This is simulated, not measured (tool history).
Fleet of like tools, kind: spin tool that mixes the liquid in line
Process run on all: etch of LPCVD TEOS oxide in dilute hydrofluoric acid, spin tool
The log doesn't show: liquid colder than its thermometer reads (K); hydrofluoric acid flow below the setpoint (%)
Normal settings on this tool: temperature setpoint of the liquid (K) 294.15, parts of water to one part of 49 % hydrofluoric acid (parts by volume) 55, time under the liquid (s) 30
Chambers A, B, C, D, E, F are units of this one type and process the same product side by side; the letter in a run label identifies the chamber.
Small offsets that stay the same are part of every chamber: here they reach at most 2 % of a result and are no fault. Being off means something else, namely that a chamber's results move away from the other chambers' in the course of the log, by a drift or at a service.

run   hour  temperature setpoint of the liquid (K)  parts of water to one part of 49 % hydrofluoric acid (parts by volume)  time under the liquid (s)  hours since the thermometer was replaced  hours since the hydrofluoric acid flow meter was replaced  read-back film thickness of the LPCVD TEOS oxide reference wafer, read on the same gauge (nm)  thickness taken off the LPCVD TEOS oxide on a monitor wafer (nm)
 1C   11.4                                  294.15                                                                      55                         30                                     712.1                                                      470.5                                                                                         150.02                                                            12.873
 2F   22.2                                  294.15                                                                      55                         30                                     872.7                                                      613.1                                                                                         150.03                                                            13.298
 3A   32.3                                  294.15                                                                      55                         30                                    1161.4                                                     1425.1                                                                                         149.99                                                            13.088
 4B   45.4                                  294.15                                                                      55                         30                                     530.4                                                      324.3                                                                                         149.95                                                            13.269
      49.6  -- chamber A: hydrofluoric acid flow meter replaced
 5E   56.0                                  294.15                                                                      55                         30                                     215.2                                                      602.8                                                                                         150.01                                                            13.144
 6D   65.4                                  294.15                                                                      55                         30                                     359.3                                                      416.5                                                                                         149.99                                                            13.031
 7B   72.3                                  294.15                                                                      55                         30                                     557.3                                                      351.2                                                                                         150.01                                                            13.308
      74.4  -- chamber D: hydrofluoric acid flow meter replaced
 8A   83.6                                  294.15                                                                      55                         30                                    1212.7                                                       34.0                                                                                         149.99                                                            13.073
 9F   96.5                                  298.65                                                                      45                         30                                     947.0                                                      687.4                                                                                         150.05                                                            19.568
10D  108.5                                  298.65                                                                      45                         30                                     402.4                                                       34.2                                                                                         150.01                                                            19.825
11C  120.4                                  298.65                                                                      45                         30                                     821.1                                                      579.5                                                                                         149.98                                                            19.383
     126.4  -- chamber B: thermometer replaced
12E  129.7                                  298.65                                                                      45                         30                                     288.9                                                      676.5                                                                                         149.99                                                            19.894
13F  135.9                                  298.65                                                                      45                         30                                     986.4                                                      726.8                                                                                         149.99                                                            19.395
14C  144.4                                  298.65                                                                      45                         30                                     845.1                                                      603.5                                                                                         149.98                                                            19.246
     147.5  -- chamber C: thermometer replaced
     150.7  -- chamber F: hydrofluoric acid flow meter replaced
15E  155.1                                  294.15                                                                      55                         30                                     314.3                                                      701.9                                                                                         150.05                                                            12.953
16B  165.3                                  294.15                                                                      45                         50                                      38.9                                                      444.2                                                                                         149.99                                                            27.413
17D  173.1                                  294.15                                                                      45                         50                                     467.0                                                       98.8                                                                                         150.00                                                            27.200
18A  180.9                                  294.15                                                                      45                         50                                    1310.0                                                      131.3                                                                                         149.97                                                            26.973
19E  188.8                                  294.15                                                                      45                         50                                     348.0                                                      735.6                                                                                         150.01                                                            27.073
20F  198.4                                  294.15                                                                      45                         50                                    1048.9                                                       47.8                                                                                         149.96                                                            27.237
21B  209.9                                  294.15                                                                      45                         50                                      83.5                                                      488.8                                                                                         149.99                                                            27.145
22C  219.1                                  294.15                                                                      55                         30                                      71.6                                                      678.2                                                                                         149.97                                                            12.530
23A  232.2                                  294.15                                                                      25                         15                                    1361.3                                                      182.6                                                                                         150.01                                                            14.997
24D  242.5                                  294.15                                                                      25                         15                                     536.4                                                      168.2                                                                                         149.98                                                            15.242
25B  255.1                                  294.15                                                                      25                         15                                     128.7                                                      534.0                                                                                         150.04                                                            15.083
     257.1  -- chamber F: thermometer replaced
26D  267.1                                  294.15                                                                      25                         15                                     561.0                                                      192.8                                                                                         149.95                                                            15.169
27C  278.3                                  294.15                                                                      25                         15                                     130.8                                                      737.4                                                                                         150.00                                                            13.810
28E  288.6                                  294.15                                                                      25                         15                                     447.8                                                      835.4                                                                                         150.01                                                            15.266
29F  296.4                                  294.15                                                                      55                         30                                      39.3                                                      145.8                                                                                         149.97                                                            13.219
30A  302.8                                  294.15                                                                      55                         30                                    1431.9                                                      253.2                                                                                         150.00                                                            13.161
31A  311.9                                  294.15                                                                      55                         30                                    1441.0                                                      262.3                                                                                         150.06                                                            13.220
32D  324.2                                  294.15                                                                      55                         30                                     618.1                                                      249.9                                                                                         150.02                                                            13.117
33E  336.3                                  294.15                                                                      55                         30                                     495.5                                                      883.1                                                                                         150.00                                                            12.858
34C  345.0                                  294.15                                                                      55                         30                                     197.5                                                      804.1                                                                                         150.04                                                            11.941
35B  351.5                                  294.15                                                                      55                         30                                     225.1                                                      630.4                                                                                         149.98                                                            13.160
36F  358.7                                  294.15                                                                      55                         30                                     101.6                                                      208.1                                                                                         150.01                                                            13.123
37B  368.8                                  294.15                                                                      55                         30                                     242.4                                                      647.7                                                                                         149.99                                                            13.211
38C  380.5                                  294.15                                                                      55                         30                                     233.0                                                      839.6                                                                                         150.02                                                            11.657

Predict what each chamber gives when all 6 of them run the settings below next.
39A  389.9                                  294.15                                                                      55                         30                                                                                                                                                                                                                                                                     ?
39B  389.9                                  294.15                                                                      55                         30                                                                                                                                                                                                                                                                     ?
39C  389.9                                  294.15                                                                      55                         30                                                                                                                                                                                                                                                                     ?
39D  389.9                                  294.15                                                                      55                         30                                                                                                                                                                                                                                                                     ?
39E  389.9                                  294.15                                                                      55                         30                                                                                                                                                                                                                                                                     ?
39F  389.9                                  294.15                                                                      55                         30                                                                                                                                                                                                                                                                     ?

run  thickness taken off the LPCVD TEOS oxide on a monitor wafer (nm)
39A                                                            13.193
39B                                                            13.262
39C                                                            11.841
39D                                                            13.286
39E                                                            13.048
39F                                                            13.391
